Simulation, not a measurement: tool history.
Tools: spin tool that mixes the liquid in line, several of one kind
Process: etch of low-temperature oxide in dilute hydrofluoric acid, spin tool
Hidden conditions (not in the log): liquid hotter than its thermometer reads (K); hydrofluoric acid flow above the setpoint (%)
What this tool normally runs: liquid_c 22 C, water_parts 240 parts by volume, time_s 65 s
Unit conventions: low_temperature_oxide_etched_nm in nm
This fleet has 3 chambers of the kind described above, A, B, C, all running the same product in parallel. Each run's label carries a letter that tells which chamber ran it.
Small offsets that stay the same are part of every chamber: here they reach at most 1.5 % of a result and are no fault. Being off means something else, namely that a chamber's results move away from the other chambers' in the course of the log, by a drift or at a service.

| run | hour | liquid_c | water_parts | time_s | hours since the thermometer was replaced | hours since the hydrofluoric acid flow meter was replaced | read-back film thickness of the low-temperature oxide reference wafer, read on the same gauge (nm) | low_temperature_oxide_etched_nm |
|---|---|---|---|---|---|---|---|---|
| 1B | 7.8 | 22 | 240 | 65 | 646.7 | 691.2 | 69.99 | 7.5164 |
| 2A | 13.5 | 22 | 240 | 65 | 991.8 | 668.6 | 69.995 | 7.6511 |
| 3C | 18.1 | 22 | 240 | 65 | 638.9 | 554.4 | 69.979 | 7.5695 |
| 4B | 22.8 | 22 | 240 | 65 | 661.7 | 706.2 | 70.011 | 7.4586 |
| 5C | 27.4 | 22 | 240 | 65 | 648.2 | 563.7 | 69.999 | 7.5621 |
| 6A | 31 | 22 | 240 | 65 | 1009.3 | 686.1 | 69.946 | 7.7376 |
| 7B | 39.1 | 22 | 240 | 65 | 678 | 722.5 | 70 | 7.4647 |
| 8A | 44.9 | 22 | 240 | 65 | 1023.2 | 700 | 69.99 | 7.6159 |
| 9C | 51.5 | 22 | 240 | 65 | 672.3 | 587.8 | 69.987 | 7.5984 |
| 10B | 55.7 | 22 | 240 | 65 | 694.6 | 739.1 | 70.015 | 7.6195 |
| 11C | 61.4 | 24.5 | 240 | 35 | 682.2 | 597.7 | 69.997 | 4.4373 |
| 12A | 67.9 | 24.5 | 240 | 35 | 1046.2 | 723 | 69.998 | 4.5399 |
| 13C | 73.9 | 24.5 | 240 | 35 | 694.7 | 610.2 | 70.005 | 4.4658 |
| 14B | 79.5 | 22 | 240 | 35 | 718.4 | 762.9 | 69.983 | 4.073 |
| 15A | 83.5 | 22 | 240 | 35 | 1061.8 | 738.6 | 70.05 | 4.1471 |
| 16B | 87.7 | 22 | 240 | 35 | 726.6 | 771.1 | 70.001 | 4.0907 |
| 17A | 94.1 | 22 | 240 | 65 | 1072.4 | 749.2 | 70.011 | 7.5916 |
| 18C | 101.1 | 22 | 310 | 65 | 721.9 | 637.4 | 69.979 | 5.4309 |
| 19C | 107.6 | 22 | 310 | 65 | 728.4 | 643.9 | 69.979 | 5.4185 |
| 20B | 115.6 | 22 | 310 | 65 | 754.5 | 799 | 70.001 | 5.4595 |
| 21A | 119.9 | 22 | 335 | 100 | 1098.2 | 775 | 69.968 | 7.7471 |
| 22A | 127.3 | 22 | 335 | 100 | 1105.6 | 782.4 | 70.001 | 7.8995 |
| 23C | 132.8 | 22 | 335 | 100 | 753.6 | 669.1 | 69.984 | 7.5472 |
| 24B | 136.3 | 22 | 240 | 65 | 775.2 | 819.7 | 70.009 | 7.4879 |
| 25A | 140.3 | 22 | 240 | 65 | 1118.6 | 795.4 | 70.011 | 7.7477 |
| 26B | 147.5 | 22 | 240 | 65 | 786.4 | 830.9 | 69.985 | 7.4788 |
| 27C | 151.1 | 24.5 | 135 | 65 | 771.9 | 687.4 | 69.995 | 16.727 |
| 28C | 156.1 | 24.5 | 135 | 65 | 776.9 | 692.4 | 69.97 | 16.69 |
|  | 161.6 | chamber C: hydrofluoric acid flow meter replaced |
| 29B | 162.7 | 24.5 | 135 | 65 | 801.6 | 846.1 | 70.011 | 16.278 |
| 30A | 167.6 | 22 | 240 | 65 | 1145.9 | 822.7 | 69.986 | 7.6432 |
| 31A | 174.8 | 22 | 240 | 65 | 1153.1 | 829.9 | 70.005 | 7.7261 |
| 32C | 182.8 | 22 | 240 | 65 | 803.6 | 21.3 | 70.01 | 7.5201 |
| 33B | 189.4 | 22 | 240 | 65 | 828.3 | 872.8 | 69.984 | 7.5107 |
| 34A | 193.2 | 22 | 240 | 65 | 1171.5 | 848.3 | 70.023 | 7.7077 |
| 35B | 197.8 | 22 | 240 | 65 | 836.7 | 881.2 | 70.029 | 7.5872 |
|  | 203.2 | chamber B: hydrofluoric acid flow meter replaced |
| 36C | 203.2 | 26.5 | 240 | 30 | 824 | 41.7 | 69.998 | 4.0789 |
| 37A | 210.1 | 26.5 | 240 | 30 | 1188.4 | 865.2 | 69.977 | 4.1977 |
| 38C | 217.2 | 26.5 | 240 | 30 | 838 | 55.7 | 70.012 | 4.1247 |
| 39B | 220.8 | 22 | 240 | 65 | 859.7 | 17.7 | 69.996 | 7.4981 |
| 40C | 226.9 | 22 | 240 | 65 | 847.7 | 65.4 | 70.001 | 7.5783 |
| 41B | 231 | 22 | 240 | 65 | 869.9 | 27.9 | 69.999 | 7.5822 |
| 42A | 238.4 | 22 | 240 | 65 | 1216.7 | 893.5 | 69.987 | 7.676 |

For the next run the whole fleet of 3 chambers uses the same settings. Give each chamber's results:
| 43A | 244.2 | 22 | 240 | 65 |  |  |  | ? |
| 43B | 244.2 | 22 | 240 | 65 |  |  |  | ? |
| 43C | 244.2 | 22 | 240 | 65 |  |  |  | ? |

| run | low_temperature_oxide_etched_nm |
|---|---|
| 43A | 7.7166 |
| 43B | 7.4587 |
| 43C | 7.6328 |
